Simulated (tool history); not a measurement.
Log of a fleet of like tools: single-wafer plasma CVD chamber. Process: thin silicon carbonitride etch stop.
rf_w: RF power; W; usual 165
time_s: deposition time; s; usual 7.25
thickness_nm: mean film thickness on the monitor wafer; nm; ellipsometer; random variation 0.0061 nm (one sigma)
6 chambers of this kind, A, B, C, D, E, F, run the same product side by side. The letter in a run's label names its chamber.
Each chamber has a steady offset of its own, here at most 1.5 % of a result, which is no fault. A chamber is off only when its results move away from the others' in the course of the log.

run	hour	rf_w	time_s	hours since the last thermocouple change	hours since the last RF generator calibration	read-back reference wafer on the same gauge, thickness_nm	thickness_nm
1E	6.0	165	7.25	889.2	334.4	3.1201	3.9045
2D	12.0	165	7.25	1381.6	244.0	3.1189	3.8879
3C	19.9	165	7.25	596.9	166.3	3.1210	3.9245
4F	28.5	165	7.25	351.8	743.9	3.1223	3.8454
5B	35.8	165	7.25	863.7	1206.3	3.1223	3.8764
6A	44.4	165	7.25	1100.3	708.3	3.1229	3.9047
7F	51.7	165	7.25	375.0	767.1	3.1234	3.8656
8B	58.8	165	7.25	886.7	1229.3	3.1241	3.8842
9A	67.3	165	7.25	1123.2	731.2	3.1240	3.8948
10D	72.2	165	7.25	1441.8	304.2	3.1251	3.8987
11E	81.3	150	6.04	964.5	409.7	3.1252	3.1665
12C	90.4	150	6.04	667.4	236.8	3.1248	3.1804
13C	100.4	150	6.04	677.4	246.8	3.1246	3.1848
14F	106.6	150	6.04	429.9	822.0	3.1265	3.1145
15E	113.3	150	6.04	996.5	441.7	3.1276	3.1657
16B	122.8	150	6.04	950.7	1293.3	3.1278	3.1490
17D	129.6	165	7.25	1499.2	361.6	3.1293	3.9023
18A	139.6	165	7.25	1195.5	803.5	3.1280	3.9177
19B	145.8	165	7.25	973.7	1316.3	3.1286	3.8956
20D	150.3	165	7.25	1519.9	382.3	3.1288	3.9090
21E	158.6	165	7.25	1041.8	487.0	3.1306	3.9169
22F	166.8	165	7.25	490.1	882.2	3.1298	3.8610
23A	173.0	165	7.25	1228.9	836.9	3.1309	3.9108
24C	182.3	165	7.25	759.3	328.7	3.1303	3.9398
25C	192.0	165	7.25	769.0	338.4	3.1314	3.9534
26A	197.0	165	7.25	1252.9	860.9	3.1315	3.9032
27D	206.6	165	7.25	1576.2	438.6	3.1324	3.9105
28F	215.3	165	7.25	538.6	930.7	3.1327	3.8564
29E	220.5	165	7.25	1103.7	548.9	3.1331	3.9207
30B	228.4	165	7.25	1056.3	1398.9	3.1339	3.8919
31E	234.0	165	7.25	1117.2	562.4	3.1335	3.9297
32D	242.2	165	7.25	1611.8	474.2	3.1352	3.8963
33A	251.6	165	7.25	1307.5	915.5	3.1334	3.9250
34F	259.0	165	7.25	582.3	974.4	3.1345	3.8668
35C	263.7	165	7.25	840.7	410.1	3.1360	3.9481
36B	271.2	165	7.25	1099.1	1441.7	3.1366	3.8923
37B	278.0	165	7.25	1105.9	1448.5	3.1369	3.8933
38C	286.8	165	6.06	863.8	433.2	3.1366	3.3134
39A	294.5	165	6.06	1350.4	958.4	3.1376	3.2769
40D	300.1	165	6.06	1669.7	532.1	3.1384	3.2668
41E	307.6	165	6.06	1190.8	636.0	3.1392	3.2821
42F	316.1	165	6.06	639.4	1031.5	3.1392	3.2346
43D	323.8	165	6.06	1693.4	555.8	3.1398	3.2707

All 6 chambers run these settings next. Forecast each chamber's results:
44A	331.2	165	7.25				?
44B	331.2	165	7.25				?
44C	331.2	165	7.25				?
44D	331.2	165	7.25				?
44E	331.2	165	7.25				?
44F	331.2	165	7.25				?

run	thickness_nm
44A	3.9352
44B	3.9010
44C	3.9483
44D	3.9092
44E	3.9317
44F	3.8709
